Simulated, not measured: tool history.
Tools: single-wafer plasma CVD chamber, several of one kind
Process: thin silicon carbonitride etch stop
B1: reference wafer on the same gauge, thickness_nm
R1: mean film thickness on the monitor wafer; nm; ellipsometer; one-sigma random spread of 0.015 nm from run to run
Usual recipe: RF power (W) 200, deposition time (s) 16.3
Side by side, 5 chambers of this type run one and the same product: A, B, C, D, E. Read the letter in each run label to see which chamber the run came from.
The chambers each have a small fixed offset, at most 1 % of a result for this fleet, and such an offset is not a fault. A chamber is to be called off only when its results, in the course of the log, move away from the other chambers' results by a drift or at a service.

Run 1C, hour 8.0: usual settings; B1 8.0821. Result: R1 9.3057 nm.
Run 2A, hour 16.5: usual settings; B1 8.0823. Result: R1 9.2626 nm.
Run 3E, hour 22.1: usual settings; B1 8.0849. Result: R1 9.3315 nm.
At hour 29.1: chamber E: thermocouple changed; heater temperature recalibrated.
Run 4B, hour 30.7: usual settings; B1 8.0891. Result: R1 9.3493 nm.
Run 5D, hour 37.1: usual settings; B1 8.0910. Result: R1 9.3183 nm.
Run 6A, hour 44.0: usual settings but RF power (W) 185, deposition time (s) 14.2; B1 8.0929. Result: R1 7.9290 nm.
Run 7C, hour 52.4: usual settings but RF power (W) 185, deposition time (s) 14.2; B1 8.0929. Result: R1 7.9685 nm.
Run 8B, hour 59.1: usual settings but RF power (W) 185, deposition time (s) 14.2; B1 8.0950. Result: R1 7.9802 nm.
Run 9E, hour 65.3: usual settings but RF power (W) 185, deposition time (s) 14.2; B1 8.0955. Result: R1 7.9283 nm.
Run 10D, hour 74.2: usual settings but RF power (W) 185, deposition time (s) 14.2; B1 8.1013. Result: R1 7.9604 nm.
Run 11E, hour 80.4: usual settings; B1 8.1043. Result: R1 9.3193 nm.
Run 12C, hour 89.2: usual settings; B1 8.1005. Result: R1 9.3449 nm.
At hour 91.1: chamber B: thermocouple changed; heater temperature recalibrated.
Run 13D, hour 94.0: usual settings; B1 8.1022. Result: R1 9.3263 nm.
Run 14B, hour 100.2: usual settings; B1 8.1106. Result: R1 9.3711 nm.
Run 15A, hour 104.3: usual settings; B1 8.1079. Result: R1 9.2905 nm.
Run 16A, hour 108.4: usual settings; B1 8.1091. Result: R1 9.2986 nm.
Run 17D, hour 113.2: usual settings but deposition time (s) 14.2; B1 8.1080. Result: R1 8.1441 nm.
Run 18C, hour 119.1: usual settings but deposition time (s) 14.2; B1 8.1097. Result: R1 8.1494 nm.
Run 19E, hour 125.8: usual settings but deposition time (s) 14.2; B1 8.1140. Result: R1 8.1261 nm.
Run 20B, hour 134.3: usual settings but deposition time (s) 14.2; B1 8.1135. Result: R1 8.1713 nm.
Run 21E, hour 140.0: usual settings but deposition time (s) 14.2; B1 8.1167. Result: R1 8.1425 nm.
Run 22A, hour 147.4: usual settings; B1 8.1205. Result: R1 9.3313 nm.
Run 23C, hour 151.9: usual settings; B1 8.1214. Result: R1 9.3671 nm.
Run 24D, hour 157.9: usual settings; B1 8.1193. Result: R1 9.3768 nm.
Run 25B, hour 163.6: usual settings; B1 8.1225. Result: R1 9.3933 nm.
Run 26C, hour 168.7: usual settings; B1 8.1220. Result: R1 9.3877 nm.
Run 27E, hour 174.2: usual settings but deposition time (s) 13.3; B1 8.1223. Result: R1 7.6167 nm.
Run 28A, hour 180.8: usual settings but deposition time (s) 13.3; B1 8.1242. Result: R1 7.6116 nm.
Run 29D, hour 188.1: usual settings but deposition time (s) 13.3; B1 8.1287. Result: R1 7.6400 nm.
Run 30B, hour 193.3: usual settings but deposition time (s) 13.3; B1 8.1291. Result: R1 7.6633 nm.
Run 31D, hour 201.4: usual settings but deposition time (s) 13.3; B1 8.1318. Result: R1 7.6401 nm.

Is one chamber out of step, is the gauge drifting, or do the chambers differ by no more than their own small offsets? For an off chamber, give its letter and the likeliest cause.

Gauge drift. The chambers move together only on paper, and none stands off.
What lies behind it: gauge reads high (%) = 0.662.
